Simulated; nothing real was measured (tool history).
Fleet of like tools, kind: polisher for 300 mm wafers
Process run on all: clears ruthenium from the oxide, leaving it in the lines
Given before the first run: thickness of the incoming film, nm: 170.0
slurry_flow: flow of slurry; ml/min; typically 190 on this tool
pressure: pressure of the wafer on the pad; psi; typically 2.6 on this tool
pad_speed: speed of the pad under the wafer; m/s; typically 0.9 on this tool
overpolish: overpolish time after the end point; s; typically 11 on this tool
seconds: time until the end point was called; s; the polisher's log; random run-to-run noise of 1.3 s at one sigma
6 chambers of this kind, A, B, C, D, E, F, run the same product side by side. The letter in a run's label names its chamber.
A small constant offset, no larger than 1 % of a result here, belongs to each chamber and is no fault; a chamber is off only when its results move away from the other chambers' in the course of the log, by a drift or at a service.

run,hour,slurry_flow,pressure,pad_speed,overpolish,seconds
1E,7.5,190,2.6,0.9,11,128.01
# hour 8.3: chamber D: head pressure recalibrated
2D,15.7,190,2.6,0.9,11,126.66
# hour 19.7: chamber E: head pressure recalibrated
# hour 20.5: chamber C: worn pad replaced by a new one
3A,22.2,190,2.6,0.9,11,129.83
4B,27.3,190,2.6,0.9,11,129.07
5F,33.7,190,2.6,0.9,11,126.7
# hour 37.1: chamber A: worn pad replaced by a new one
6C,38.5,190,2.6,0.9,11,130.13
7A,45.8,190,2.6,0.9,11,131.29
8D,52.4,190,2.6,0.9,11,129.48
9F,59.7,190,2.6,0.9,11,129.06
# hour 60.7: chamber D: worn pad replaced by a new one
10B,64.5,190,2.6,0.9,11,130.84
# hour 66: chamber E: worn pad replaced by a new one
11C,68.9,190,2.6,0.9,11,128.36
12E,74.2,190,2.6,0.9,11,126.99
13C,79.6,190,2.6,0.9,11,129.71
14D,87.1,190,2.6,1.18,16,97.625
# hour 91.9: chamber F: slurry nozzle cleaned
15F,92.8,190,2.6,1.18,16,97.932
# hour 93.2: chamber B: head pressure recalibrated
16A,100.3,190,2.6,1.18,16,98.928
# hour 104.6: chamber B: slurry nozzle cleaned
17B,106.1,190,2.6,1.18,16,90.434
# hour 106.5: chamber F: head pressure recalibrated
# hour 111.1: chamber C: worn pad replaced by a new one
18E,112.3,190,2.6,1.18,16,97.666
# hour 115.8: chamber A: worn pad replaced by a new one
19E,120.4,190,2.6,1.18,16,98.594
# hour 122.9: chamber C: head pressure recalibrated
20A,126.4,190,2.6,0.9,11,128.8
21B,130.6,190,2.6,0.9,11,117.11
22F,138.4,190,2.6,0.9,11,129.68
# hour 139.3: chamber D: worn pad replaced by a new one
23C,142,190,2.6,0.9,11,129.63
24D,148.4,240,2.6,0.9,11,125.86
25E,152.7,240,2.6,0.9,11,124.91
26C,159.7,240,2.6,0.9,11,125.59
27B,164.6,240,2.6,0.9,11,115.48
# hour 169.2: chamber F: worn pad replaced by a new one
28D,171.8,240,2.6,0.9,11,123.72
29F,177.9,240,2.6,0.9,11,124.18
# hour 178: chamber A: worn pad replaced by a new one
30A,183.3,190,2.6,0.9,11,127.96
# hour 185.8: chamber B: worn pad replaced by a new one
31C,190.3,190,2.6,0.9,11,128.58
# hour 195.9: chamber C: worn pad replaced by a new one
32F,197.7,190,2.6,0.9,11,125.81
33B,202.1,190,2.6,0.9,11,118.1
34E,208.5,130,2,0.9,11,180.55
35A,215.3,130,2,0.9,11,182.8
# hour 218.7: chamber D: worn pad replaced by a new one
36D,223.5,130,2,0.9,11,180.29
37C,230.4,130,2,0.9,11,178.45
38D,238.6,130,2,0.9,11,174.69
39A,245.6,130,2,0.9,11,181.77
# hour 248.9: chamber E: worn pad replaced by a new one
40B,252.7,190,2.6,0.9,11,116.73
# hour 254.3: chamber A: worn pad replaced by a new one
41F,256.7,190,2.6,0.9,11,128.36
42E,263.2,190,2.6,0.9,11,128.13
43F,269.7,190,2.6,0.9,11,127.98
44A,275.4,190,2.6,0.9,11,128.67

Is one chamber out of step, is the gauge drifting, or do the chambers differ by no more than their own small offsets? For an off chamber, give its letter and the likeliest cause.

A service on chamber B put it out of line with the rest.
Likeliest cause: head's pressure above its setpoint, % = 10.

Chamber B could run next with any of the 4 candidate recipes listed below; each alters the usual settings, and their results appear as question marks. Which one brings its results back in line with what the other chambers deliver on the usual settings?
Maximum distance from the other chambers' mean on the usual settings for a result to count as in line: seconds 4.5 s
45B-1,281.4,190,2.7,0.94,11,?
45B-2,281.4,190,2.6,0.82,11,?
45B-3,281.4,190,2.4,0.82,11,?
45B-4,281.4,190,3.1,0.9,11,?

What the other chambers average on the usual settings: seconds 128.77 s
run,seconds
45B-1,108.55
45B-2,129.51
45B-3,140.36
45B-4,98.759
It is 45B-2 that realigns the chamber with its peers.

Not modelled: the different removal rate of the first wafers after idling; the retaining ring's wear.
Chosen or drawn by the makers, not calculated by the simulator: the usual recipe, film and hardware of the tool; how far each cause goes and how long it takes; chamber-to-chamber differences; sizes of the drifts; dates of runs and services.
